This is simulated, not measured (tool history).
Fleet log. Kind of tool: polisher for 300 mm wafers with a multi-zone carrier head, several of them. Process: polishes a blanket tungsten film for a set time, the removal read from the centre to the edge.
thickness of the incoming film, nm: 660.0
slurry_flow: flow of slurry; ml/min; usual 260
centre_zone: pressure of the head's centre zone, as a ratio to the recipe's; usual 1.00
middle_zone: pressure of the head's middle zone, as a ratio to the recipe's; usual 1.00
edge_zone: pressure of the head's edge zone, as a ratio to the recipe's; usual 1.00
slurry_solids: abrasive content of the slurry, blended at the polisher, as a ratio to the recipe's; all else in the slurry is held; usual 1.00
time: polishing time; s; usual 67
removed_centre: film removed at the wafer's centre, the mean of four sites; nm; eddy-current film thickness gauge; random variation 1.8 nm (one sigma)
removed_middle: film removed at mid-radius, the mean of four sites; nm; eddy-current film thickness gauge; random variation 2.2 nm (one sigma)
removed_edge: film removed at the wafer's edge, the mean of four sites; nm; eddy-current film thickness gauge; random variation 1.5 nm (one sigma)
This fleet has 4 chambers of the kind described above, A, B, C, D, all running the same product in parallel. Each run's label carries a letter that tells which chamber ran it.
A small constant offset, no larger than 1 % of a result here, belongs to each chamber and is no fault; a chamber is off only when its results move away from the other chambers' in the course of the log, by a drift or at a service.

run	day	slurry_flow	centre_zone	middle_zone	edge_zone	slurry_solids	time	removed_centre	removed_middle	removed_edge
1D	0.183	260	1.00	1.00	1.00	1.00	67	203.55	204.82	204.08
# day 0.325: chamber A: worn pad replaced by a new one
# day 0.429: chamber B: centre zone pressure recalibrated
2A	0.583	260	1.00	1.00	1.00	1.00	67	203.01	202.97	205.42
3B	0.942	260	1.00	1.00	1.00	1.00	67	200.47	201.28	200.60
4C	1.338	260	1.00	1.00	1.00	1.00	67	203.72	201.59	201.56
5A	1.592	260	1.00	1.00	1.00	1.00	67	207.11	200.22	201.73
6B	1.875	260	1.00	1.00	1.00	1.00	67	203.46	200.25	201.02
7C	2.075	260	1.00	1.00	1.00	1.00	67	205.92	203.28	202.55
8D	2.396	260	1.00	1.00	1.00	1.00	67	205.26	205.38	202.53
# day 2.671: chamber B: worn pad replaced by a new one
9D	2.708	260	1.00	1.00	1.00	1.00	67	203.33	205.66	199.65
10A	3.088	260	0.89	1.00	1.00	0.85	67	172.31	193.66	194.96
# day 3.142: chamber A: worn pad replaced by a new one
# day 3.392: chamber D: worn pad replaced by a new one
11B	3.408	260	0.89	1.00	1.00	0.85	67	173.68	192.32	191.86
12C	3.688	260	0.89	1.00	1.00	0.85	67	173.94	198.26	196.51
13B	4.025	260	0.89	1.00	1.00	0.85	67	172.22	190.87	196.40
# day 4.029: chamber C: worn pad replaced by a new one
14A	4.433	260	1.00	1.00	1.00	1.00	67	207.18	201.87	203.37
15D	4.783	260	1.00	1.00	1.00	1.00	67	199.56	200.83	205.24
16C	5.192	260	0.93	1.00	1.00	1.00	80	224.73	246.45	243.95
17B	5.550	260	0.93	1.00	1.00	1.00	80	224.33	238.76	240.74
18A	5.942	260	0.93	1.00	1.00	1.00	80	230.17	246.46	244.80
# day 5.962: chamber B: worn pad replaced by a new one
19C	6.221	260	0.93	1.00	1.00	1.00	80	222.24	245.51	242.42
20D	6.404	260	1.00	1.00	1.00	1.00	67	203.68	201.59	202.82
# day 6.483: chamber D: edge zone pressure recalibrated
# day 6.533: chamber A: worn pad replaced by a new one
21C	6.688	260	1.00	1.00	1.00	1.00	67	203.32	202.41	204.30
# day 6.904: chamber B: slurry nozzle cleaned
22D	7.062	260	1.00	1.00	1.00	1.00	67	206.21	203.60	203.50
23A	7.321	260	1.00	1.00	1.00	1.00	67	202.50	201.74	202.21
24B	7.725	260	1.00	1.00	1.00	1.00	67	204.68	197.25	201.36
25A	8.133	260	1.00	1.00	1.00	1.00	67	203.99	204.25	205.35
# day 8.192: chamber D: worn pad replaced by a new one
26D	8.512	260	1.00	1.00	1.00	1.00	67	204.68	207.73	202.55
27B	8.825	260	1.00	1.00	1.00	1.00	67	204.18	202.97	204.00
28C	9.233	260	1.00	0.93	1.11	1.00	67	204.29	189.94	215.58
# day 9.479: chamber B: worn pad replaced by a new one
29B	9.642	260	1.00	0.93	1.11	1.00	67	203.33	192.76	209.78
30D	10.025	260	1.00	0.93	1.11	1.00	67	205.35	190.82	216.16
# day 10.096: chamber C: worn pad replaced by a new one
# day 10.167: chamber A: worn pad replaced by a new one
31A	10.279	260	1.00	0.93	1.11	1.00	67	204.97	188.61	217.62
32C	10.462	260	1.00	1.00	1.00	1.00	67	205.33	200.84	204.50
33B	10.821	260	1.00	1.00	1.00	1.00	67	202.21	204.03	202.07
34A	11.196	260	0.95	1.00	1.00	1.00	67	192.77	201.64	203.24

Decide between three cases: one chamber stands off from its peers, the gauge reading all wafers drifts, or nothing is wrong past each chamber's small offset. Where a chamber is off, say which and what most likely put it there.

No chamber stands off beyond its own small offset, and the gauge holds steady.

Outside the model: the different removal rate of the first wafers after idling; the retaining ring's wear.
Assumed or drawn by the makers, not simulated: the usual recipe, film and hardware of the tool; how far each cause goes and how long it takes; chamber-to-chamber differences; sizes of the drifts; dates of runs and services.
